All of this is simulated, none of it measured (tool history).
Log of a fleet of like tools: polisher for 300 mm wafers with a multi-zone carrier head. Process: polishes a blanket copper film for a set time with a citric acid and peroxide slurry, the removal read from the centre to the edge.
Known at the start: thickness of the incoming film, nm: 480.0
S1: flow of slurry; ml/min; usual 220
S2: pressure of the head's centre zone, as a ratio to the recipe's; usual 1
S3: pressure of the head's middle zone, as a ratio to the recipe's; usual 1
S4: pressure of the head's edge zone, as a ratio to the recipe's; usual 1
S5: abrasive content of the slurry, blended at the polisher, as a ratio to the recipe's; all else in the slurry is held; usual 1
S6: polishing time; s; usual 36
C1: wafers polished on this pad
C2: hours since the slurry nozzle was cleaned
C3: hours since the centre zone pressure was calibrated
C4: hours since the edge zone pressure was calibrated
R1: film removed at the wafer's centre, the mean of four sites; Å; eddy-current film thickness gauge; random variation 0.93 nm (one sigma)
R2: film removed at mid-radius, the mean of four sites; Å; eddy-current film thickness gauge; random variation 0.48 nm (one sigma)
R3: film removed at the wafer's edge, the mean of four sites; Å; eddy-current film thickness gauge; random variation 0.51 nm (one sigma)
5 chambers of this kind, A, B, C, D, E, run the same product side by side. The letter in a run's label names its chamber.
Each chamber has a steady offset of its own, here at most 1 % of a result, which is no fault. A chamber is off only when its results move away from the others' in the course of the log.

| run | hour | S1 | S2 | S3 | S4 | S5 | S6 | C1 | C2 | C3 | C4 | R1 | R2 | R3 |
|---|---|---|---|---|---|---|---|---|---|---|---|---|---|---|
|  | 1.2 | chamber D: edge zone pressure recalibrated |
| 1E | 3.4 | 220 | 1 | 1 | 1 | 1 | 36 | 324 | 155.9 | 33.9 | 148.1 | 625.24 | 636.48 | 637.48 |
| 2A | 6.2 | 220 | 1 | 1 | 1 | 1 | 36 | 1389 | 411.5 | 79.6 | 366.5 | 643.46 | 638.89 | 642.96 |
| 3B | 8.7 | 220 | 1 | 1 | 1 | 1 | 36 | 462 | 197.4 | 266.8 | 575.4 | 640.69 | 636.27 | 621.56 |
| 4D | 11.3 | 220 | 1 | 1 | 1 | 1 | 36 | 619 | 385.5 | 366.7 | 10.2 | 635.25 | 631.8 | 624.17 |
| 5C | 14.7 | 220 | 1 | 1 | 1 | 1 | 36 | 942 | 251 | 1098 | 104.3 | 623.24 | 632.97 | 632.59 |
|  | 15.7 | chamber A: worn pad replaced by a new one |
| 6A | 16.8 | 220 | 1 | 1 | 1 | 1 | 36 | 16 | 422.1 | 90.2 | 377.1 | 639.58 | 633.17 | 633.07 |
| 7D | 19.5 | 220 | 1 | 1 | 1 | 1 | 36 | 743 | 393.7 | 374.9 | 18.4 | 630.33 | 628.93 | 631.53 |
| 8E | 22.5 | 220 | 1 | 1 | 1 | 1 | 36 | 611 | 175 | 53 | 167.2 | 637.52 | 645.56 | 636.64 |
| 9B | 27.3 | 220 | 1 | 1 | 1 | 1 | 36 | 742 | 216 | 285.4 | 594 | 645.61 | 626.47 | 630.06 |
| 10C | 29.6 | 220 | 1 | 1 | 1 | 1 | 36 | 1166 | 265.9 | 1112.9 | 119.2 | 637.93 | 634.04 | 638.59 |
|  | 33.5 | chamber C: worn pad replaced by a new one |
| 11C | 33.9 | 220 | 1 | 1 | 1 | 1 | 36 | 6 | 270.2 | 1117.2 | 123.5 | 625.34 | 637.63 | 643.08 |
| 12D | 37.3 | 220 | 1 | 1 | 1 | 1 | 36 | 1011 | 411.5 | 392.7 | 36.2 | 639.22 | 630.83 | 631.69 |
| 13A | 40.9 | 220 | 1 | 1 | 1 | 1 | 36 | 379 | 446.2 | 114.3 | 401.2 | 630.14 | 638.61 | 635.24 |
| 14B | 45 | 220 | 1 | 1 | 1 | 1 | 36 | 1009 | 233.7 | 303.1 | 611.7 | 638.55 | 622.06 | 624.73 |
| 15E | 47.3 | 220 | 1 | 1 | 1 | 1 | 36 | 985 | 199.8 | 77.8 | 192 | 623.28 | 641.29 | 638.73 |
| 16B | 51.3 | 220 | 1 | 1 | 1 | 1 | 36 | 1103 | 240 | 309.4 | 618 | 653.83 | 630.98 | 625.16 |
|  | 51.4 | chamber B: worn pad replaced by a new one |
| 17A | 55.2 | 220 | 1 | 1 | 1 | 1 | 36 | 595 | 460.5 | 128.6 | 415.5 | 627.71 | 640.59 | 634.98 |
| 18E | 59.7 | 220 | 1 | 1 | 1 | 1 | 36 | 1172 | 212.2 | 90.2 | 204.4 | 625.34 | 620.98 | 632.82 |
|  | 61.3 | chamber D: worn pad replaced by a new one |
| 19C | 61.9 | 220 | 1 | 1 | 1 | 1 | 36 | 428 | 298.2 | 1145.2 | 151.5 | 622.24 | 634.58 | 639.41 |
|  | 65.7 | chamber C: centre zone pressure recalibrated |
| 20D | 66.1 | 220 | 1 | 1 | 1 | 1 | 36 | 73 | 440.3 | 421.5 | 65 | 643.84 | 631.22 | 625.93 |
| 21B | 70.1 | 220 | 1 | 1 | 1 | 1 | 36 | 283 | 258.8 | 328.2 | 636.8 | 641.03 | 629.66 | 631.02 |
| 22A | 73.1 | 220 | 1 | 1 | 1 | 1 | 36 | 864 | 478.4 | 146.5 | 433.4 | 624.1 | 631.48 | 641.04 |
| 23E | 75.9 | 220 | 1 | 1 | 1 | 1 | 36 | 1415 | 228.4 | 106.4 | 220.6 | 632.48 | 614.14 | 611.14 |
|  | 78.3 | chamber D: slurry nozzle cleaned |
| 24D | 80.2 | 220 | 1 | 1 | 1 | 1 | 36 | 285 | 2 | 435.6 | 79.1 | 643.48 | 644.93 | 630.38 |
| 25C | 84.8 | 220 | 1 | 1 | 1 | 1 | 36 | 772 | 321.1 | 19.1 | 174.4 | 655.31 | 630.92 | 640.64 |
|  | 86.8 | chamber E: slurry nozzle cleaned |
| 26E | 89.3 | 220 | 1.08 | 1 | 0.92 | 1 | 36 | 1617 | 2.6 | 119.8 | 234 | 667.4 | 609.15 | 588.13 |
| 27C | 93.8 | 220 | 1.08 | 1 | 0.92 | 1 | 36 | 908 | 330.1 | 28.1 | 183.4 | 678.2 | 637.73 | 610.83 |
| 28D | 98.4 | 220 | 1.08 | 1 | 0.92 | 1 | 36 | 559 | 20.2 | 453.8 | 97.3 | 688.75 | 642.23 | 599.74 |
|  | 100.6 | chamber A: edge zone pressure recalibrated |
| 29A | 100.6 | 220 | 1.08 | 1 | 0.92 | 1 | 36 | 1278 | 505.9 | 174 | 0.1 | 698.2 | 626.81 | 611.58 |
|  | 102.8 | chamber C: worn pad replaced by a new one |
| 30B | 104.6 | 220 | 1.08 | 1 | 0.92 | 1 | 36 | 802 | 293.3 | 362.7 | 671.3 | 706.86 | 635.92 | 606.04 |
| 31C | 108.7 | 220 | 1 | 1 | 1 | 1 | 36 | 89 | 345 | 43 | 198.3 | 628.9 | 629.74 | 640.04 |
| 32A | 112.1 | 220 | 1 | 1 | 1 | 1 | 36 | 1451 | 517.4 | 185.5 | 11.6 | 629.1 | 630.94 | 638.05 |
|  | 112.2 | chamber A: worn pad replaced by a new one |
| 33D | 114.4 | 220 | 0.94 | 1 | 1 | 1 | 27 | 800 | 36.2 | 469.8 | 113.3 | 456.15 | 474.07 | 477.08 |
| 34B | 119 | 220 | 0.94 | 1 | 1 | 1 | 27 | 1019 | 307.7 | 377.1 | 685.7 | 436.07 | 473.77 | 473.87 |
| 35E | 121.4 | 220 | 0.94 | 1 | 1 | 1 | 27 | 2101 | 34.7 | 151.9 | 266.1 | 421.79 | 452.21 | 450.55 |
| 36E | 123.7 | 220 | 0.94 | 1 | 1 | 1 | 27 | 2135 | 37 | 154.2 | 268.4 | 405.47 | 446.93 | 445.65 |
| 37D | 126 | 220 | 0.94 | 1 | 1 | 1 | 27 | 975 | 47.8 | 481.4 | 124.9 | 443.01 | 478.78 | 475.17 |
|  | 127.5 | chamber B: worn pad replaced by a new one |
| 38B | 130.7 | 220 | 1 | 1 | 1 | 1 | 36 | 48 | 319.4 | 388.8 | 697.4 | 654.88 | 635.48 | 634.76 |
| 39C | 135.1 | 220 | 1 | 1 | 1 | 1 | 36 | 486 | 371.4 | 69.4 | 224.7 | 644.3 | 628.42 | 638.72 |
| 40A | 139.7 | 220 | 0.92 | 1 | 1 | 1 | 36 | 414 | 545 | 213.1 | 39.2 | 576.96 | 632.21 | 639.29 |
| 41A | 143.8 | 220 | 0.92 | 1 | 1 | 1 | 36 | 476 | 549.1 | 217.2 | 43.3 | 569.41 | 635.66 | 638.3 |
| 42C | 147.6 | 220 | 0.92 | 1 | 1 | 1 | 36 | 674 | 383.9 | 81.9 | 237.2 | 567.82 | 637.79 | 632.51 |

All 5 chambers run these settings next. Forecast each chamber's results:
| 43A | 151 | 220 | 1 | 1 | 1.09 | 1 | 36 |  |  |  |  | ? | ? | ? |
| 43B | 151 | 220 | 1 | 1 | 1.09 | 1 | 36 |  |  |  |  | ? | ? | ? |
| 43C | 151 | 220 | 1 | 1 | 1.09 | 1 | 36 |  |  |  |  | ? | ? | ? |
| 43D | 151 | 220 | 1 | 1 | 1.09 | 1 | 36 |  |  |  |  | ? | ? | ? |
| 43E | 151 | 220 | 1 | 1 | 1.09 | 1 | 36 |  |  |  |  | ? | ? | ? |

| run | R1 | R2 | R3 |
|---|---|---|---|
| 43A | 620.86 | 630.28 | 666.8 |
| 43B | 652.27 | 630.87 | 665.67 |
| 43C | 626.92 | 630.47 | 671.81 |
| 43D | 630.73 | 628.25 | 663.48 |
| 43E | 577.04 | 587.96 | 611.04 |
